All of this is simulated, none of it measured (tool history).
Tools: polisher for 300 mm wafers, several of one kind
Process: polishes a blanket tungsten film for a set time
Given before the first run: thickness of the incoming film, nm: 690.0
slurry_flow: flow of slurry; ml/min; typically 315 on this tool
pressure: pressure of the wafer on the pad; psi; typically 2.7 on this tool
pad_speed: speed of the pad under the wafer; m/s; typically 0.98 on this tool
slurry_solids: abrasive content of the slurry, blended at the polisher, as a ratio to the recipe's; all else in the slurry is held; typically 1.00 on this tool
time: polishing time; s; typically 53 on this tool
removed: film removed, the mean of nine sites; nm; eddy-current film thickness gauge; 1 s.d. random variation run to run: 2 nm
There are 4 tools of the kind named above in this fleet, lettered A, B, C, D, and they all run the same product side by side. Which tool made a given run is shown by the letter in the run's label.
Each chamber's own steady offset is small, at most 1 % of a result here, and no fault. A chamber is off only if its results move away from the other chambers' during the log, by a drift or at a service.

Run 1B, hour 4.2: usual settings. Result: removed 205.80 nm.
At hour 8.5: chamber B: worn pad replaced by a new one.
Run 2D, hour 8.5: usual settings. Result: removed 205.32 nm.
At hour 9.1: chamber A: slurry blender recalibrated.
Run 3A, hour 14.0: usual settings. Result: removed 202.08 nm.
Run 4C, hour 16.9: usual settings. Result: removed 205.35 nm.
Run 5D, hour 19.4: usual settings but time 60 s. Result: removed 230.42 nm.
At hour 22.0: chamber C: worn pad replaced by a new one.
Run 6A, hour 23.1: usual settings but time 60 s. Result: removed 227.28 nm.
Run 7C, hour 28.3: usual settings but time 60 s. Result: removed 228.38 nm.
Run 8B, hour 31.9: usual settings but time 60 s. Result: removed 230.47 nm.
At hour 34.5: chamber C: head pressure recalibrated.
At hour 36.4: chamber A: head pressure recalibrated.
Run 9C, hour 37.2: usual settings. Result: removed 201.98 nm.
Run 10B, hour 39.8: usual settings but time 63 s. Result: removed 237.33 nm.
Run 11A, hour 43.2: usual settings but time 63 s. Result: removed 247.03 nm.
Run 12D, hour 46.8: usual settings but time 63 s. Result: removed 241.44 nm.
At hour 48.7: chamber C: slurry tank refilled with fresh slurry and peroxide.
Run 13A, hour 50.2: usual settings but time 63 s. Result: removed 239.24 nm.
Run 14B, hour 53.3: usual settings. Result: removed 203.04 nm.
Run 15D, hour 56.0: usual settings. Result: removed 202.15 nm.
Run 16C, hour 60.7: usual settings. Result: removed 202.77 nm.
At hour 62.8: chamber D: head pressure recalibrated.
At hour 64.0: chamber B: slurry blender recalibrated.
At hour 64.4: chamber D: worn pad replaced by a new one.
Run 17A, hour 65.2: usual settings. Result: removed 205.42 nm.
Run 18C, hour 68.5: usual settings. Result: removed 203.10 nm.
At hour 69.3: chamber A: slurry tank refilled with fresh slurry and peroxide.
At hour 70.0: chamber B: worn pad replaced by a new one.
At hour 72.3: chamber D: slurry tank refilled with fresh slurry and peroxide.
Run 19D, hour 73.7: usual settings. Result: removed 192.74 nm.
Run 20B, hour 77.1: usual settings but pressure 3.4 psi. Result: removed 257.10 nm.
At hour 79.5: chamber A: worn pad replaced by a new one.
Run 21A, hour 80.7: usual settings but pressure 3.4 psi. Result: removed 255.08 nm.
Run 22C, hour 84.9: usual settings but pressure 3.4 psi. Result: removed 252.70 nm.
Run 23D, hour 87.5: usual settings but pressure 3.4 psi. Result: removed 243.64 nm.
Run 24B, hour 92.9: usual settings. Result: removed 207.56 nm.
Run 25B, hour 96.4: usual settings. Result: removed 204.09 nm.
At hour 98.7: chamber B: slurry tank refilled with fresh slurry and peroxide.
Run 26C, hour 101.5: usual settings. Result: removed 203.71 nm.
At hour 105.4: chamber B: slurry nozzle cleaned.
Run 27D, hour 106.0: usual settings. Result: removed 191.17 nm.
Run 28A, hour 109.2: usual settings but slurry_flow 400 ml/min, slurry_solids 1.30. Result: removed 222.93 nm.
Run 29B, hour 112.6: usual settings but slurry_flow 400 ml/min, slurry_solids 1.30. Result: removed 218.15 nm.
Run 30C, hour 118.0: usual settings but slurry_flow 400 ml/min, slurry_solids 1.30. Result: removed 221.77 nm.
At hour 119.0: chamber C: slurry blender recalibrated.
Run 31A, hour 121.8: usual settings but slurry_flow 400 ml/min, slurry_solids 1.30. Result: removed 221.34 nm.
At hour 122.1: chamber B: worn pad replaced by a new one.
At hour 124.4: chamber C: worn pad replaced by a new one.
Run 32D, hour 126.0: usual settings. Result: removed 191.10 nm.
Run 33D, hour 130.3: usual settings. Result: removed 192.88 nm.
Run 34B, hour 132.9: usual settings. Result: removed 203.45 nm.
Run 35C, hour 137.4: usual settings. Result: removed 205.80 nm.
Run 36A, hour 141.5: usual settings but pad_speed 0.66 m/s, slurry_solids 1.25. Result: removed 140.64 nm.
Run 37A, hour 143.9: usual settings but pad_speed 0.66 m/s, slurry_solids 1.25. Result: removed 145.28 nm.
Run 38B, hour 148.6: usual settings but pad_speed 0.66 m/s, slurry_solids 1.25. Result: removed 143.02 nm.

Is one chamber off against the others, does the gauge drift, or is nothing wrong? If a chamber is off, say which, and what the likeliest cause is.

After it was serviced, chamber D no longer matches the other chambers.
What lies behind it: head's pressure below its setpoint, % = 5.53.

Here are 4 candidates for chamber D's next run, each the usual settings with a change, their results left as question marks. Which one brings its results back in line with what the others give on the usual settings?
In line here means within this much of the mean the other chambers give on the usual settings: removed 6.80 nm
Run 39D-1, hour 152.6: usual settings but pad_speed 1.04 m/s, time 56 s. Result: removed ?.
Run 39D-2, hour 152.6: usual settings but pressure 2.8 psi, pad_speed 1.00 m/s. Result: removed ?.
Run 39D-3, hour 152.6: usual settings but pressure 2.6 psi, pad_speed 0.96 m/s. Result: removed ?.
Run 39D-4, hour 152.6: usual settings but pressure 2.4 psi. Result: removed ?.

On the usual settings, the other chambers give on average: removed 203.45 nm
  run  removed
39D-1   215.89
39D-2   203.68
39D-3   181.81
39D-4   171.52
39D-2 is the one that brings the chamber's results back in line with the other chambers.
